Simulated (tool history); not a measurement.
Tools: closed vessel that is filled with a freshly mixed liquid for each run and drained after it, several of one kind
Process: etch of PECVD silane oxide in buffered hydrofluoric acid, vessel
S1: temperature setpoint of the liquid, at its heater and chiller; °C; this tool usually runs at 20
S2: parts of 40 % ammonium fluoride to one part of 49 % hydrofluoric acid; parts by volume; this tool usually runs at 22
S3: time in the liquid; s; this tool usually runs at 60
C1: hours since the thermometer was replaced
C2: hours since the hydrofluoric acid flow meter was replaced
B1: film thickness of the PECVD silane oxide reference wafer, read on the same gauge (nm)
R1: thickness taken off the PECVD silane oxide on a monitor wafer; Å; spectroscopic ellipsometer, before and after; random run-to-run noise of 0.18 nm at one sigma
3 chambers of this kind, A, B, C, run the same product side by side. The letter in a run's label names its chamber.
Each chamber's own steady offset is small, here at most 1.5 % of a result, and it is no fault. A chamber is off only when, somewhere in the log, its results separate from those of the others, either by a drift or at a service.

| run | hour | S1 | S2 | S3 | C1 | C2 | B1 | R1 |
|---|---|---|---|---|---|---|---|---|
| 1C | 6.1 | 20 | 22 | 60 | 350.6 | 603.7 | 70.023 | 346.09 |
| 2B | 12.2 | 20 | 22 | 60 | 230.2 | 400.2 | 69.973 | 347.69 |
| 3A | 21.5 | 20 | 22 | 60 | 1130.5 | 600.4 | 70.010 | 348.97 |
| 4C | 26.9 | 20 | 22 | 60 | 371.4 | 624.5 | 69.992 | 344.65 |
| 5A | 36.2 | 20 | 22 | 60 | 1145.2 | 615.1 | 69.981 | 348.19 |
| 6B | 44.4 | 17 | 22 | 60 | 262.4 | 432.4 | 69.987 | 293.92 |
| 7C | 53.1 | 17 | 22 | 60 | 397.6 | 650.7 | 70.025 | 291.12 |
| 8B | 59.2 | 17 | 22 | 60 | 277.2 | 447.2 | 69.983 | 292.14 |
| 9A | 68.7 | 20 | 22 | 60 | 1177.7 | 647.6 | 70.025 | 349.68 |
| 10B | 74.4 | 20 | 30 | 60 | 292.4 | 462.4 | 70.046 | 283.96 |
| 11C | 84.2 | 20 | 30 | 60 | 428.7 | 681.8 | 70.012 | 278.13 |
| 12A | 93.9 | 20 | 30 | 60 | 1202.9 | 672.8 | 70.003 | 281.90 |
| 13C | 101.2 | 20 | 22 | 60 | 445.7 | 698.8 | 69.979 | 344.67 |
| 14A | 107.5 | 20 | 22 | 60 | 1216.5 | 686.4 | 69.966 | 346.92 |
| 15B | 116.0 | 20 | 22 | 60 | 334.0 | 504.0 | 70.009 | 358.06 |
| 16C | 125.3 | 20 | 22 | 30 | 469.8 | 722.9 | 70.044 | 171.79 |
| 17B | 135.1 | 20 | 22 | 30 | 353.1 | 523.1 | 69.979 | 179.79 |
| 18A | 141.9 | 20 | 22 | 30 | 1250.9 | 720.8 | 70.002 | 174.61 |
| 19B | 149.1 | 20 | 22 | 60 | 367.1 | 537.1 | 69.993 | 359.56 |
| 20A | 154.9 | 20 | 22 | 60 | 1263.9 | 733.8 | 70.002 | 348.89 |
| 21C | 162.3 | 24 | 22 | 60 | 506.8 | 759.9 | 70.003 | 428.08 |
| 22C | 170.7 | 24 | 22 | 60 | 515.2 | 768.3 | 69.967 | 430.06 |
|  | 173.6 | chamber C: thermometer replaced |
| 23A | 175.7 | 24 | 22 | 60 | 1284.7 | 754.6 | 70.024 | 433.72 |
| 24B | 180.4 | 20 | 22 | 60 | 398.4 | 568.4 | 69.992 | 364.90 |
| 25B | 185.0 | 20 | 22 | 60 | 403.0 | 573.0 | 70.004 | 368.40 |
| 26A | 192.6 | 20 | 22 | 60 | 1301.6 | 771.5 | 69.997 | 351.18 |
| 27C | 199.0 | 20 | 22 | 60 | 25.5 | 796.6 | 69.970 | 342.99 |
| 28B | 203.5 | 20 | 22 | 60 | 421.5 | 591.5 | 70.028 | 366.41 |
| 29A | 209.0 | 20 | 22 | 60 | 1318.0 | 787.9 | 70.019 | 350.67 |
| 30C | 214.4 | 20 | 22 | 60 | 40.9 | 812.0 | 69.990 | 343.99 |
| 31A | 224.7 | 20 | 22 | 60 | 1333.7 | 803.6 | 69.989 | 349.63 |

Which is it: a chamber that has drifted or been left off by a service, a gauge drift common to all chambers, or only each chamber's usual small offset? If a chamber is off, name it and its likeliest cause.

It is chamber B that slowly wanders off from its peers.
What lies behind it: hydrofluoric acid flow above the setpoint (%) = 10.8.
The log may not separate it from: liquid hotter than its thermometer reads (K).

Below are 4 candidate recipes for chamber B's next run, each the usual settings with a change, their results shown as question marks. Which of them brings B's results back in line with what the other chambers give on the usual settings?
Counts as in line when no further than this from what the other chambers average on the usual settings: R1 6.40 Å
| 32B-1 | 232.1 | 20 | 22.0 | 65 |  |  |  | ? |
| 32B-2 | 232.1 | 20 | 22.0 | 70 |  |  |  | ? |
| 32B-3 | 232.1 | 20 | 27.5 | 60 |  |  |  | ? |
| 32B-4 | 232.1 | 20 | 24.5 | 60 |  |  |  | ? |

Mean of the other chambers on the usual settings: R1 346.33 Å
| run | R1 |
|---|---|
| 32B-1 | 403.85 |
| 32B-2 | 434.92 |
| 32B-3 | 318.22 |
| 32B-4 | 344.99 |
The answer is 32B-4, which returns the chamber to within the allowed miss of the others.

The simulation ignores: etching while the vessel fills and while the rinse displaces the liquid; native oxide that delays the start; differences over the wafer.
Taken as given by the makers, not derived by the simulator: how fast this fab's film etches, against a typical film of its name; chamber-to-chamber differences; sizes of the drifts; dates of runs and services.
